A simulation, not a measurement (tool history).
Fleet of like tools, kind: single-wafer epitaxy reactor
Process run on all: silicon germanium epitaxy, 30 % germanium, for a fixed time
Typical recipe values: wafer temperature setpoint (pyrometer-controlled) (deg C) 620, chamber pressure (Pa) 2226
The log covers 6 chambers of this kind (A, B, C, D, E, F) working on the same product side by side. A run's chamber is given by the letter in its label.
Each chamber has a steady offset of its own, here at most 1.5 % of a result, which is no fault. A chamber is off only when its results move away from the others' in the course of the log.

run,hour,wafer temperature setpoint (pyrometer-controlled) (deg C),chamber pressure (Pa),hours since the last pyrometer calibration,hours since the last manometer calibration,"read-back reference wafer on the same gauge, thickness_nm",mean film thickness on the monitor wafer (nm)
1F,4.6,620,2226,515.1,253.6,91.041,79.092
2D,11.7,620,2226,856.9,525.6,91.109,78.774
3A,18.2,620,2226,147.1,627,90.866,78.751
# hour 20.8: chamber D: pyrometer calibrated
4E,22.8,620,2226,1139.1,613.9,91.094,77.525
5B,29.4,620,2226,233.7,2204.4,91.136,77.599
6C,33.6,620,2226,988.8,2093.4,91.104,77.735
7F,37.9,611,1787,548.4,286.9,91.016,61.461
8D,43.6,611,1787,22.8,557.5,90.866,60.932
9B,47.9,611,1787,252.2,2222.9,91.093,61.384
10A,53,611,1787,181.9,661.8,91.063,61.46
11E,58.1,611,1787,1174.4,649.2,91.055,60.383
12C,65.6,611,1787,1020.8,2125.4,91.06,61.151
13A,71.4,620,2226,200.3,680.2,91.087,78.718
14B,74.8,620,2226,279.1,2249.8,90.962,77.688
15E,81.1,620,2760,1197.4,672.2,91.12,84.386
16D,86.1,620,2760,65.3,600,91.1,85.422
17F,91.1,620,2760,601.6,340.1,91.045,86.845
18C,94.6,620,2760,1049.8,2154.4,91.037,87.338
19B,98.1,620,2760,302.4,2273.1,91.078,85.054
20D,104.1,620,2760,83.3,618,91.116,84.509
21C,111,620,2226,1066.2,2170.8,91.07,81.3
22F,118.2,620,2226,628.7,367.2,91.205,78.448
23A,121.7,620,2226,250.6,730.5,91.148,78.277
# hour 122.1: chamber B: capacitance manometer re-zeroed and calibrated
24E,125.9,620,2226,1242.2,717,90.972,77.588
25B,130.6,620,2226,334.9,8.6,91.077,78.447
26A,135.4,615,2600,264.3,744.2,91.135,76.087
27D,142.7,615,2600,121.9,656.6,91.001,76.12
28C,146.7,615,2600,1101.9,2206.5,90.976,78.509
29E,151.9,615,2600,1268.2,743,91.125,75.596
30F,156.1,615,2600,666.6,405.1,91.035,77.787
31B,161.4,615,2600,365.7,39.4,91.059,76.532
32E,165.8,620,2226,1282.1,756.9,91.055,77.12
33A,169.6,631,1733,298.5,778.4,91.151,86.044
34C,174.5,631,1733,1129.7,2234.3,91.19,89.643
35D,178.1,631,1733,157.3,692,91.309,84.642
36F,183.7,631,1733,694.2,432.7,91.054,86.312
37C,187.3,631,1733,1142.5,2247.1,91.039,90.324
38F,193.8,631,1733,704.3,442.8,91.184,85.549
39B,199.7,620,2226,404,77.7,90.942,77.078

Is one chamber off against the others, does the gauge drift, or is nothing wrong? If a chamber is off, say which, and what the likeliest cause is.

Chamber C drifts away from the others.
Most likely cause: wafer temperature above the value expected at the setpoint (K) = 3.73.

Below are 4 candidate recipes for chamber C's next run, each the usual settings with a change, their results shown as question marks. Which of them brings C's results back in line with what the other chambers give on the usual settings?
Maximum distance from the other chambers' mean on the usual settings for a result to count as in line: mean film thickness on the monitor wafer (nm) 1.6
40C-1,205.3,623,2266,,,,?
40C-2,205.3,620,2360,,,,?
40C-3,205.3,619,2226,,,,?
40C-4,205.3,617,2186,,,,?

The other chambers' mean on the usual settings: mean film thickness on the monitor wafer (nm) 78.097
run,mean film thickness on the monitor wafer (nm)
40C-1,88.133
40C-2,85.001
40C-3,81.647
40C-4,78.282
40C-4 puts the chamber back in line with the other chambers.
